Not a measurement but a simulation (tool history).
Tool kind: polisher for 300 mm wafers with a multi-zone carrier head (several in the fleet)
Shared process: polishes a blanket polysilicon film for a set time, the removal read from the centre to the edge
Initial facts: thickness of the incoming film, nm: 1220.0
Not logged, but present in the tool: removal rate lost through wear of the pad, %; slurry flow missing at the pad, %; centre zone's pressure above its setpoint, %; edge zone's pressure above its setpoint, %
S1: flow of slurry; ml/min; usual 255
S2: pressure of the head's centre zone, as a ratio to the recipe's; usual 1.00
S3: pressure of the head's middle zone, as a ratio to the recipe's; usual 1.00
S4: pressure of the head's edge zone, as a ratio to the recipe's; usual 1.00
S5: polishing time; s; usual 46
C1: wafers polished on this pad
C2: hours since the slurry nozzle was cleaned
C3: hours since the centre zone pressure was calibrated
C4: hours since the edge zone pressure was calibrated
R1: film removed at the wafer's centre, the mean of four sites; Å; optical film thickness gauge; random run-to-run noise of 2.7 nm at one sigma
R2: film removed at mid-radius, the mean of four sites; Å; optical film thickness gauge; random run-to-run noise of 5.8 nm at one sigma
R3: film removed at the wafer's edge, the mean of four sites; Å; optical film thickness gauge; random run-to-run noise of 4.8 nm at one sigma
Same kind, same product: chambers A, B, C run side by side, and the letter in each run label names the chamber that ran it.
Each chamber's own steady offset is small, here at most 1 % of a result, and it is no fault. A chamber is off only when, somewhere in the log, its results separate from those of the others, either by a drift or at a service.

run,hour,S1,S2,S3,S4,S5,C1,C2,C3,C4,R1,R2,R3
1B,11.7,255,1.00,1.00,1.00,46,825,329.6,1064.2,1044.1,4484.4,4461.9,4470.3
# hour 20.2: chamber B: worn pad replaced by a new one
2C,21.2,255,1.00,1.00,1.00,46,1220,697.1,520.0,163.8,4441.1,4416.2,4479.4
# hour 21.5: chamber C: worn pad replaced by a new one
3A,27.6,255,1.00,1.00,1.00,46,640,93.6,346.1,380.8,4441.3,4481.0,4435.1
# hour 34.6: chamber A: centre zone pressure recalibrated
# hour 35.0: chamber A: worn pad replaced by a new one
4A,38.4,255,1.00,1.00,1.00,46,59,104.4,3.8,391.6,4485.4,4529.5,4511.7
5B,44.0,295,1.05,1.00,1.00,46,415,361.9,1096.5,1076.4,4737.3,4379.4,4528.7
6C,55.0,295,1.05,1.00,1.00,46,583,730.9,553.8,197.6,4768.2,4461.7,4454.9
7B,66.4,295,1.05,1.00,1.00,46,805,384.3,1118.9,1098.8,4767.4,4639.5,4503.1
# hour 74.3: chamber B: centre zone pressure recalibrated
8C,75.0,255,1.00,1.00,1.00,46,931,750.9,573.8,217.6,4467.9,4572.3,4384.9
# hour 80.8: chamber C: worn pad replaced by a new one
9A,81.0,255,1.00,1.00,1.00,46,801,147.0,46.4,434.2,4473.0,4496.5,4413.2
# hour 87.1: chamber A: worn pad replaced by a new one
# hour 87.9: chamber B: worn pad replaced by a new one
10C,90.5,255,1.00,1.00,1.00,46,168,766.4,589.3,233.1,4445.1,4493.6,4399.1
11B,100.0,255,0.96,1.08,1.00,46,210,417.9,25.8,1132.4,4238.9,4759.9,4454.6
12A,105.9,255,0.96,1.08,1.00,46,327,171.9,71.3,459.1,4307.8,4808.5,4447.8
13C,114.6,255,0.96,1.08,1.00,46,588,790.5,613.4,257.2,4239.8,4788.0,4426.7
14B,126.2,255,1.00,1.00,1.00,46,667,444.1,52.0,1158.6,4435.7,4484.1,4486.7
15A,132.4,255,1.00,1.00,1.00,46,788,198.4,97.8,485.6,4476.3,4470.7,4426.2
# hour 132.8: chamber A: worn pad replaced by a new one
# hour 135.1: chamber C: centre zone pressure recalibrated
16A,138.8,255,1.00,1.00,1.00,46,105,204.8,104.2,492.0,4485.1,4507.6,4490.8
# hour 138.9: chamber C: slurry nozzle cleaned
# hour 144.3: chamber B: edge zone pressure recalibrated
# hour 148.8: chamber B: worn pad replaced by a new one
17B,149.8,255,1.00,1.00,1.00,46,18,467.7,75.6,5.5,4488.9,4455.9,4580.9
# hour 150.5: chamber C: worn pad replaced by a new one
18C,155.3,255,1.00,1.00,1.00,46,85,16.5,20.2,297.9,4789.2,4522.3,4477.4
19C,161.1,185,1.00,1.00,1.08,46,186,22.3,26.0,303.7,4537.4,4298.3,4641.9
20A,166.5,185,1.00,1.00,1.08,46,588,232.5,131.9,519.7,4268.9,4305.0,4399.8
# hour 166.7: chamber A: edge zone pressure recalibrated
21B,176.4,185,1.00,1.00,1.08,46,481,494.3,102.2,32.1,4219.9,4164.4,4535.2
# hour 176.8: chamber A: worn pad replaced by a new one
22B,186.0,255,1.00,1.00,1.00,46,648,503.9,111.8,41.7,4470.8,4487.1,4442.0
23C,193.9,255,1.00,1.00,1.00,46,757,55.1,58.8,336.5,4809.6,4503.8,4380.5
24A,199.9,255,1.00,1.00,1.00,46,402,265.9,165.3,33.3,4442.1,4347.5,4464.2
# hour 202.6: chamber B: worn pad replaced by a new one
25A,211.0,255,1.07,1.00,1.00,46,595,277.0,176.4,44.4,4816.1,4556.4,4559.7
# hour 214.6: chamber C: worn pad replaced by a new one
26C,218.0,255,1.07,1.00,1.00,46,60,79.2,82.9,360.6,5130.9,4364.1,4477.4
# hour 222.0: chamber A: worn pad replaced by a new one
27B,227.2,255,1.07,1.00,1.00,46,429,545.1,153.0,82.9,4761.4,4454.4,4407.7
28C,233.2,255,1.00,1.00,1.00,46,325,94.4,98.1,375.8,4772.4,4428.8,4464.3
29A,240.4,255,1.00,1.00,1.07,46,321,306.4,205.8,73.8,4447.9,4554.7,4685.4
30B,250.6,255,1.00,1.00,1.07,46,837,568.5,176.4,106.3,4431.1,4431.9,4564.9

Is one chamber out of step, is the gauge drifting, or do the chambers differ by no more than their own small offsets? For an off chamber, give its letter and the likeliest cause.

A service left chamber C off against the others.
Likeliest cause: centre zone's pressure above its setpoint, % = 6.47.

Which of the 4 candidates below, each the usual settings with something changed and its results left as question marks, puts chamber C back in line with what the other chambers give on the usual settings?
In line means no further than this from the other chambers' mean on the usual settings: R1 95.0 Å; R2 200.0 Å; R3 170.0 Å
31C-1,259.5,260,1.05,1.00,0.98,47,,,,,?,?,?
31C-2,259.5,250,0.94,1.01,1.02,46,,,,,?,?,?
31C-3,259.5,245,0.89,1.01,1.05,45,,,,,?,?,?
31C-4,259.5,265,1.12,0.98,0.95,47,,,,,?,?,?

The other chambers' mean on the usual settings: R1 4451.2 Å; R2 4452.3 Å; R3 4456.5 Å
run,R1,R2,R3
31C-1,5192.2,4635.4,4555.4
31C-2,4477.2,4559.9,4536.8
31C-3,4111.2,4451.2,4499.1
31C-4,5583.2,4559.5,4491.4
It is 31C-2 that realigns the chamber with its peers.
